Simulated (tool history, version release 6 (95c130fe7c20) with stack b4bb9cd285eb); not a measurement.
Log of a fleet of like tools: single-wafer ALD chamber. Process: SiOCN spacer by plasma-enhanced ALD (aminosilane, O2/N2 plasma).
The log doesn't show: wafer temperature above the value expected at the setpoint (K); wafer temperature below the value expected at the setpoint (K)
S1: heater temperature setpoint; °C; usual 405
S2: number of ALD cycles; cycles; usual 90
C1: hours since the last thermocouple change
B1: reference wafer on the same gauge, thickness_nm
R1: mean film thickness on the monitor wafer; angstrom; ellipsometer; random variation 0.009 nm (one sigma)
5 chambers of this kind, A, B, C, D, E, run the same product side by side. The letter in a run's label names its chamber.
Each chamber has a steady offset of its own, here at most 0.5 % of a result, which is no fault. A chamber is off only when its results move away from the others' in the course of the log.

| run | hour | S1 | S2 | C1 | B1 | R1 |
|---|---|---|---|---|---|---|
| 1D | 5.3 | 405 | 90 | 381 | 5.7797 | 53.505 |
| 2A | 12.4 | 405 | 90 | 610.6 | 5.7799 | 53.499 |
| 3E | 20.7 | 405 | 90 | 524.3 | 5.777 | 53.438 |
| 4C | 28.2 | 405 | 90 | 108.1 | 5.7784 | 53.316 |
| 5B | 33.1 | 405 | 90 | 1252.1 | 5.775 | 53.295 |
| 6B | 41.8 | 405 | 90 | 1260.8 | 5.7758 | 53.143 |
| 7D | 47.6 | 405 | 90 | 423.3 | 5.7729 | 53.456 |
| 8A | 55.7 | 405 | 90 | 653.9 | 5.7734 | 53.331 |
| 9C | 64.4 | 405 | 90 | 144.3 | 5.7704 | 53.312 |
| 10E | 71.9 | 405 | 90 | 575.5 | 5.7729 | 53.374 |
| 11A | 76.7 | 398 | 90 | 674.9 | 5.768 | 54.225 |
| 12C | 84.3 | 398 | 90 | 164.2 | 5.771 | 54.121 |
| 13E | 93.4 | 398 | 90 | 597 | 5.7728 | 54.305 |
| 14B | 102.6 | 398 | 90 | 1321.6 | 5.7689 | 54.072 |
| 15D | 112.7 | 398 | 90 | 488.4 | 5.766 | 54.389 |
| 16A | 118.7 | 405 | 90 | 716.9 | 5.7673 | 53.31 |
| 17D | 128.8 | 405 | 90 | 504.5 | 5.7627 | 53.25 |
| 18E | 133.6 | 405 | 90 | 637.2 | 5.76 | 53.363 |
| 19C | 141.8 | 405 | 90 | 221.7 | 5.7636 | 53.193 |
| 20B | 147.2 | 405 | 90 | 1366.2 | 5.7615 | 53.234 |
| 21D | 152.8 | 405 | 90 | 528.5 | 5.7609 | 53.456 |
| 22C | 159.8 | 405 | 90 | 239.7 | 5.7568 | 53.14 |
| 23E | 166.1 | 405 | 90 | 669.7 | 5.7603 | 53.427 |
| 24A | 171.9 | 405 | 90 | 770.1 | 5.76 | 53.178 |
| 25B | 178 | 405 | 90 | 1397 | 5.7591 | 53.177 |
| 26E | 184.5 | 405 | 90 | 688.1 | 5.758 | 53.195 |
| 27D | 193.6 | 405 | 90 | 569.3 | 5.7583 | 53.449 |
| 28C | 199.9 | 400 | 101 | 279.8 | 5.7556 | 60.74 |
| 29A | 209 | 400 | 101 | 807.2 | 5.754 | 60.766 |
| 30B | 215.1 | 400 | 101 | 1434.1 | 5.7555 | 60.501 |
| 31C | 221.2 | 400 | 101 | 301.1 | 5.7509 | 60.423 |
| 32A | 230.9 | 400 | 101 | 829.1 | 5.7521 | 60.619 |
| 33E | 236.2 | 405 | 90 | 739.8 | 5.7473 | 53.271 |
| 34B | 241.8 | 405 | 90 | 1460.8 | 5.7461 | 52.847 |
| 35D | 250.7 | 405 | 90 | 626.4 | 5.749 | 53.134 |
| 36D | 256.5 | 405 | 90 | 632.2 | 5.7481 | 53.201 |
| 37B | 263.6 | 405 | 90 | 1482.6 | 5.7467 | 52.955 |
| 38E | 268.4 | 405 | 90 | 772 | 5.7479 | 53.336 |
| 39C | 277.3 | 405 | 90 | 357.2 | 5.7491 | 53.244 |
|  | 281.8 | chamber B: thermocouple changed; heater temperature recalibrated |
| 40A | 287.2 | 391 | 82 | 885.4 | 5.7476 | 49.053 |
| 41A | 294.8 | 391 | 82 | 893 | 5.7451 | 49.024 |
| 42C | 304.2 | 391 | 82 | 384.1 | 5.7405 | 48.987 |
| 43E | 314.1 | 391 | 82 | 817.7 | 5.7409 | 49.409 |
| 44B | 318.6 | 391 | 82 | 36.9 | 5.7395 | 49.043 |

Is one chamber off against the others, does the gauge drift, or is nothing wrong? If a chamber is off, say which, and what the likeliest cause is.

The gauge drifts, so all chambers seem to drift together. No chamber is off.
Cause: gauge reads low (%) = 0.69.

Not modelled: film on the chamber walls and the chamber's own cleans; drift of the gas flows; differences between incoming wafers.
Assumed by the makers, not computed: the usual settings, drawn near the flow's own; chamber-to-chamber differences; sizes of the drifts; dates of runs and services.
